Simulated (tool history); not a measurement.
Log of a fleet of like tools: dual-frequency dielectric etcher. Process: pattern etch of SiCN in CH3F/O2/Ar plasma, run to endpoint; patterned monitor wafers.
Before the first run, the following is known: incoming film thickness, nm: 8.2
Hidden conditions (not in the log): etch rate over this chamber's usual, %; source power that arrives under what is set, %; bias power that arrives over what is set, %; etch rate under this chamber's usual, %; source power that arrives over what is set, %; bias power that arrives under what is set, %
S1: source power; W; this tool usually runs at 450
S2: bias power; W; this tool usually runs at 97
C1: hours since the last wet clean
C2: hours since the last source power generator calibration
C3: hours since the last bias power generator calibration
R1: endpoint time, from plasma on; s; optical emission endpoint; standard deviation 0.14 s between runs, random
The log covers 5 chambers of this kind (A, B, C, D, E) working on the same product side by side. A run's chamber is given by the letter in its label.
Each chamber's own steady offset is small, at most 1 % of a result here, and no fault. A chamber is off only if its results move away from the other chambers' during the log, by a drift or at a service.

| run | hour | S1 | S2 | C1 | C2 | C3 | R1 |
|---|---|---|---|---|---|---|---|
| 1E | 4.0 | 450 | 97 | 110.6 | 919.2 | 1059.9 | 18.668 |
| 2C | 8.2 | 450 | 97 | 516.7 | 2044.6 | 537.4 | 18.711 |
| 3B | 15.3 | 450 | 97 | 378.6 | 123.7 | 334.9 | 18.680 |
| 4A | 22.8 | 450 | 97 | 319.8 | 2136.6 | 466.1 | 19.081 |
| 5D | 28.4 | 450 | 97 | 596.9 | 781.9 | 384.0 | 18.892 |
| 6C | 35.1 | 450 | 97 | 543.6 | 2071.5 | 564.3 | 18.814 |
|  | 37.7 | chamber D: wet clean of the chamber |
| 7E | 39.9 | 360 | 79 | 146.5 | 955.1 | 1095.8 | 21.871 |
| 8A | 44.7 | 360 | 79 | 341.7 | 2158.5 | 488.0 | 22.217 |
| 9B | 50.0 | 360 | 79 | 413.3 | 158.4 | 369.6 | 22.277 |
| 10D | 54.2 | 360 | 79 | 16.6 | 807.7 | 409.8 | 21.996 |
| 11D | 60.5 | 360 | 79 | 22.9 | 814.0 | 416.1 | 21.943 |
| 12E | 63.7 | 450 | 97 | 170.3 | 978.9 | 1119.6 | 18.752 |
| 13B | 70.5 | 450 | 97 | 433.8 | 178.9 | 390.1 | 18.799 |
| 14A | 76.4 | 450 | 97 | 373.4 | 2190.2 | 519.7 | 18.867 |
| 15C | 83.3 | 450 | 97 | 591.8 | 2119.7 | 612.5 | 18.676 |
| 16A | 89.9 | 450 | 97 | 386.9 | 2203.7 | 533.2 | 18.871 |
| 17E | 94.4 | 450 | 97 | 201.0 | 1009.6 | 1150.3 | 18.497 |
|  | 97.4 | chamber B: wet clean of the chamber |
| 18C | 99.2 | 450 | 97 | 607.7 | 2135.6 | 628.4 | 18.978 |
|  | 102.5 | chamber C: wet clean of the chamber |
| 19D | 104.0 | 450 | 97 | 66.4 | 857.5 | 459.6 | 18.897 |
| 20B | 108.2 | 450 | 97 | 10.9 | 216.6 | 427.8 | 18.611 |
| 21B | 111.9 | 450 | 97 | 14.6 | 220.3 | 431.5 | 18.903 |
| 22C | 119.0 | 450 | 97 | 16.5 | 2155.4 | 648.2 | 18.598 |
| 23A | 122.6 | 450 | 97 | 419.6 | 2236.4 | 565.9 | 18.827 |
| 24D | 127.5 | 450 | 97 | 89.9 | 881.0 | 483.1 | 18.573 |
| 25E | 131.7 | 450 | 97 | 238.3 | 1046.9 | 1187.6 | 18.942 |
| 26D | 136.1 | 450 | 97 | 98.5 | 889.6 | 491.7 | 18.807 |
| 27E | 141.1 | 450 | 97 | 247.7 | 1056.3 | 1197.0 | 18.563 |
| 28B | 148.4 | 450 | 97 | 51.1 | 256.8 | 468.0 | 18.697 |
|  | 152.3 | chamber A: wet clean of the chamber |
| 29A | 152.3 | 450 | 97 | 0.0 | 2266.1 | 595.6 | 18.698 |
| 30C | 155.9 | 450 | 97 | 53.4 | 2192.3 | 685.1 | 18.573 |
| 31E | 160.4 | 390 | 106 | 267.0 | 1075.6 | 1216.3 | 18.959 |
| 32B | 166.1 | 390 | 106 | 68.8 | 274.5 | 485.7 | 19.020 |
| 33D | 171.8 | 390 | 106 | 134.2 | 925.3 | 527.4 | 19.002 |
| 34A | 177.2 | 390 | 106 | 24.9 | 2291.0 | 620.5 | 19.061 |
| 35C | 181.5 | 390 | 106 | 79.0 | 2217.9 | 710.7 | 19.200 |
| 36E | 186.0 | 450 | 97 | 292.6 | 1101.2 | 1241.9 | 18.582 |
| 37A | 190.2 | 450 | 97 | 37.9 | 2304.0 | 633.5 | 18.792 |
| 38B | 195.7 | 450 | 97 | 98.4 | 304.1 | 515.3 | 18.932 |

The same settings go to every chamber for the next run, one line per chamber below. Forecast the results for each:
| 39A | 201.1 | 450 | 97 |  |  |  | ? |
| 39B | 201.1 | 450 | 97 |  |  |  | ? |
| 39C | 201.1 | 450 | 97 |  |  |  | ? |
| 39D | 201.1 | 450 | 97 |  |  |  | ? |
| 39E | 201.1 | 450 | 97 |  |  |  | ? |

| run | R1 |
|---|---|
| 39A | 18.806 |
| 39B | 19.031 |
| 39C | 18.640 |
| 39D | 18.681 |
| 39E | 18.953 |
